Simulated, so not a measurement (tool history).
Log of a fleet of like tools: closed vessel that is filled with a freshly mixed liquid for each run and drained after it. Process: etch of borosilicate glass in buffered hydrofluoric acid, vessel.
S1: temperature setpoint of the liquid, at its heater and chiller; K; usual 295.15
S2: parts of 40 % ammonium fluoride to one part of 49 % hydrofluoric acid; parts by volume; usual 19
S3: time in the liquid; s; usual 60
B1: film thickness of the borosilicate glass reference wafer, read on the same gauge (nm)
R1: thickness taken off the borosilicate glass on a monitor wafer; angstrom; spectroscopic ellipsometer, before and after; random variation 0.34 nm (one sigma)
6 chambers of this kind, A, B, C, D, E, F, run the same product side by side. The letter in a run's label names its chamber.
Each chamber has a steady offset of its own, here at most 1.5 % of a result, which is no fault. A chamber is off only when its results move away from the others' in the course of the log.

run	hour	S1	S2	S3	B1	R1
# hour 5.9: chamber F: thermometer replaced
1E	9.4	295.15	19	60	80.02	355.37
2A	19.3	295.15	19	60	79.977	357.85
3D	25.3	295.15	19	60	80.04	360.76
4C	32.5	295.15	19	60	79.984	355.83
5F	38.8	295.15	19	60	80.013	363.67
6B	43.3	295.15	19	60	79.996	351.54
7F	49.7	295.15	19	60	79.976	358.09
8C	55.4	299.15	19	80	80.051	577.94
9A	63.1	299.15	19	80	79.936	581.69
10B	71.3	299.15	19	80	80.064	572.15
11D	79.2	299.15	19	80	79.987	597.67
12E	85.6	299.15	19	80	80	581.06
13F	90.9	299.15	19	80	80.047	595.08
14D	97	295.15	19	60	79.994	356.68
15A	104.5	295.15	19	80	80.077	470.26
16C	113.6	295.15	19	80	80.031	476.15
17E	119.8	295.15	19	80	80.016	479.5
18B	129.3	295.15	19	80	80.002	471.03
# hour 136: chamber C: hydrofluoric acid flow meter replaced
19A	139	295.15	19	80	79.955	464.05
20D	147.4	295.15	19	80	80.01	480.29
21E	153.3	295.15	19	60	80.029	359.45
22B	161.8	293.15	19	35	79.987	186.98
23F	171.3	293.15	19	35	80.002	189.66
24C	180.1	293.15	19	35	79.973	181.65
25D	187.7	293.15	19	35	79.994	187.74
26A	192.9	293.15	19	35	80.014	184.66
27E	200.8	293.15	19	35	80.062	182.88
28B	209.9	295.15	19	60	80.008	358.55
29C	215	295.15	19	60	79.999	357.42
30F	223.4	295.15	21.5	60	80.069	327.07
31C	233.4	295.15	21.5	60	79.997	318.35
32E	237.9	295.15	21.5	60	80.048	322.14
33F	245.3	295.15	21.5	60	79.999	320.69
34A	249.8	295.15	21.5	60	79.959	321.47
35D	254.4	295.15	21.5	60	79.972	328.73
36B	259	295.15	19	60	79.986	347.03

What goes on in this fleet: one chamber off, a drifting gauge, or nothing beyond the chambers' own small offsets? Name the chamber and the cause, if any.

No chamber stands off beyond its own small offset, and the gauge holds steady.
